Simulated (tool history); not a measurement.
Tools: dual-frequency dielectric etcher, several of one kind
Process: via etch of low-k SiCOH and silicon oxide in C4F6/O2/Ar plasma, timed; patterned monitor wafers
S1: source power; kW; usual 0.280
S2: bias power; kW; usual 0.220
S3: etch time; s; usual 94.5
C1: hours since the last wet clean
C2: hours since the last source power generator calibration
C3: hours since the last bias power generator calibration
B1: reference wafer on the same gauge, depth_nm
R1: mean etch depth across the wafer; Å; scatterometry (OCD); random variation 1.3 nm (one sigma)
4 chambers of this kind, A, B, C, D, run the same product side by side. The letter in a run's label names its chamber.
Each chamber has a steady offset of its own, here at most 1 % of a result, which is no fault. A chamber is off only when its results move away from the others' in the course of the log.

run 1B hour=5.5 | S1=0.280 S2=0.220 S3=94.5 | C1=170.8 C2=2538.2 C3=2438.3 | B1=216.19 | R1=2464.1
run 2C hour=9.6 | S1=0.280 S2=0.220 S3=94.5 | C1=109.2 C2=1694.8 C3=1016.3 | B1=215.91 | R1=2467.7
run 3A hour=15.1 | S1=0.280 S2=0.220 S3=94.5 | C1=491.7 C2=1135.6 C3=664.0 | B1=216.01 | R1=2473.8
run 4D hour=18.2 | S1=0.280 S2=0.220 S3=94.5 | C1=221.7 C2=82.4 C3=87.6 | B1=216.08 | R1=2483.6
run 5B hour=23.0 | S1=0.280 S2=0.220 S3=94.5 | C1=188.3 C2=2555.7 C3=2455.8 | B1=216.07 | R1=2478.1
run 6C hour=26.8 | S1=0.280 S2=0.247 S3=94.5 | C1=126.4 C2=1712.0 C3=1033.5 | B1=216.33 | R1=2544.9
run 7D hour=30.8 | S1=0.280 S2=0.247 S3=94.5 | C1=234.3 C2=95.0 C3=100.2 | B1=215.87 | R1=2585.0
-- hour=31.3 chamber A: wet clean of the chamber
run 8A hour=35.5 | S1=0.280 S2=0.247 S3=94.5 | C1=4.2 C2=1156.0 C3=684.4 | B1=216.03 | R1=2571.6
run 9B hour=38.2 | S1=0.280 S2=0.247 S3=94.5 | C1=203.5 C2=2570.9 C3=2471.0 | B1=215.99 | R1=2569.5
run 10D hour=43.6 | S1=0.280 S2=0.220 S3=94.5 | C1=247.1 C2=107.8 C3=113.0 | B1=215.94 | R1=2462.3
run 11A hour=46.6 | S1=0.280 S2=0.220 S3=94.5 | C1=15.3 C2=1167.1 C3=695.5 | B1=215.70 | R1=2473.5
run 12C hour=49.6 | S1=0.280 S2=0.220 S3=94.5 | C1=149.2 C2=1734.8 C3=1056.3 | B1=215.78 | R1=2453.4
run 13D hour=54.8 | S1=0.280 S2=0.220 S3=94.5 | C1=258.3 C2=119.0 C3=124.2 | B1=215.90 | R1=2466.5
run 14C hour=59.9 | S1=0.280 S2=0.220 S3=94.5 | C1=159.5 C2=1745.1 C3=1066.6 | B1=216.12 | R1=2446.3
run 15A hour=63.2 | S1=0.280 S2=0.220 S3=94.5 | C1=31.9 C2=1183.7 C3=712.1 | B1=215.75 | R1=2482.1
-- hour=65.5 chamber B: bias power generator calibrated
run 16B hour=68.6 | S1=0.280 S2=0.220 S3=94.5 | C1=233.9 C2=2601.3 C3=3.2 | B1=216.18 | R1=2459.5
run 17C hour=71.1 | S1=0.280 S2=0.220 S3=94.5 | C1=170.7 C2=1756.3 C3=1077.8 | B1=215.68 | R1=2458.7
run 18D hour=73.6 | S1=0.280 S2=0.220 S3=94.5 | C1=277.1 C2=137.8 C3=143.0 | B1=216.09 | R1=2490.3
run 19B hour=76.5 | S1=0.280 S2=0.220 S3=94.5 | C1=241.8 C2=2609.2 C3=11.1 | B1=215.88 | R1=2452.9
run 20A hour=79.5 | S1=0.280 S2=0.220 S3=94.5 | C1=48.2 C2=1200.0 C3=728.4 | B1=216.16 | R1=2458.7
run 21A hour=82.6 | S1=0.310 S2=0.220 S3=94.5 | C1=51.3 C2=1203.1 C3=731.5 | B1=215.81 | R1=2590.5
run 22C hour=86.4 | S1=0.310 S2=0.220 S3=94.5 | C1=186.0 C2=1771.6 C3=1093.1 | B1=215.99 | R1=2570.6
run 23D hour=92.0 | S1=0.310 S2=0.220 S3=94.5 | C1=295.5 C2=156.2 C3=161.4 | B1=216.15 | R1=2562.7
run 24B hour=96.9 | S1=0.310 S2=0.220 S3=94.5 | C1=262.2 C2=2629.6 C3=31.5 | B1=215.85 | R1=2546.6
run 25B hour=101.7 | S1=0.280 S2=0.220 S3=94.5 | C1=267.0 C2=2634.4 C3=36.3 | B1=216.08 | R1=2451.5
run 26C hour=106.8 | S1=0.280 S2=0.220 S3=94.5 | C1=206.4 C2=1792.0 C3=1113.5 | B1=216.16 | R1=2472.0
run 27A hour=110.2 | S1=0.280 S2=0.220 S3=94.5 | C1=78.9 C2=1230.7 C3=759.1 | B1=215.98 | R1=2472.7
run 28D hour=115.0 | S1=0.280 S2=0.220 S3=94.5 | C1=318.5 C2=179.2 C3=184.4 | B1=215.97 | R1=2480.4
run 29D hour=118.5 | S1=0.280 S2=0.220 S3=94.5 | C1=322.0 C2=182.7 C3=187.9 | B1=216.27 | R1=2469.5
run 30B hour=121.6 | S1=0.280 S2=0.220 S3=94.5 | C1=286.9 C2=2654.3 C3=56.2 | B1=216.26 | R1=2458.5
run 31A hour=124.8 | S1=0.280 S2=0.263 S3=94.5 | C1=93.5 C2=1245.3 C3=773.7 | B1=215.92 | R1=2619.7
run 32C hour=130.2 | S1=0.280 S2=0.263 S3=94.5 | C1=229.8 C2=1815.4 C3=1136.9 | B1=215.87 | R1=2620.9
run 33D hour=134.4 | S1=0.280 S2=0.263 S3=94.5 | C1=337.9 C2=198.6 C3=203.8 | B1=215.74 | R1=2637.0
run 34C hour=138.7 | S1=0.280 S2=0.263 S3=94.5 | C1=238.3 C2=1823.9 C3=1145.4 | B1=215.90 | R1=2622.7
run 35A hour=144.4 | S1=0.320 S2=0.269 S3=94.5 | C1=113.1 C2=1264.9 C3=793.3 | B1=216.01 | R1=2801.3
run 36B hour=147.9 | S1=0.320 S2=0.269 S3=94.5 | C1=313.2 C2=2680.6 C3=82.5 | B1=216.15 | R1=2784.6
run 37C hour=150.7 | S1=0.320 S2=0.269 S3=94.5 | C1=250.3 C2=1835.9 C3=1157.4 | B1=215.91 | R1=2774.9
run 38B hour=153.3 | S1=0.320 S2=0.269 S3=94.5 | C1=318.6 C2=2686.0 C3=87.9 | B1=215.88 | R1=2780.2
run 39A hour=158.2 | S1=0.280 S2=0.220 S3=94.5 | C1=126.9 C2=1278.7 C3=807.1 | B1=215.99 | R1=2461.6
run 40D hour=160.8 | S1=0.220 S2=0.220 S3=107.0 | C1=364.3 C2=225.0 C3=230.2 | B1=215.85 | R1=2554.1
run 41D hour=163.8 | S1=0.220 S2=0.220 S3=107.0 | C1=367.3 C2=228.0 C3=233.2 | B1=216.16 | R1=2568.5
run 42C hour=166.7 | S1=0.220 S2=0.220 S3=107.0 | C1=266.3 C2=1851.9 C3=1173.4 | B1=215.94 | R1=2553.3
run 43A hour=172.4 | S1=0.220 S2=0.220 S3=107.0 | C1=141.1 C2=1292.9 C3=821.3 | B1=216.11 | R1=2555.2
run 44B hour=174.9 | S1=0.280 S2=0.220 S3=94.5 | C1=340.2 C2=2707.6 C3=109.5 | B1=216.01 | R1=2489.6

All 4 chambers run these settings next. Forecast each chamber's results:
run 45A hour=179.1 | S1=0.280 S2=0.175 S3=94.5 | R1=?
run 45B hour=179.1 | S1=0.280 S2=0.175 S3=94.5 | R1=?
run 45C hour=179.1 | S1=0.280 S2=0.175 S3=94.5 | R1=?
run 45D hour=179.1 | S1=0.280 S2=0.175 S3=94.5 | R1=?

run=45A R1=2294.8
run=45B R1=2259.1
run=45C R1=2295.6
run=45D R1=2297.6
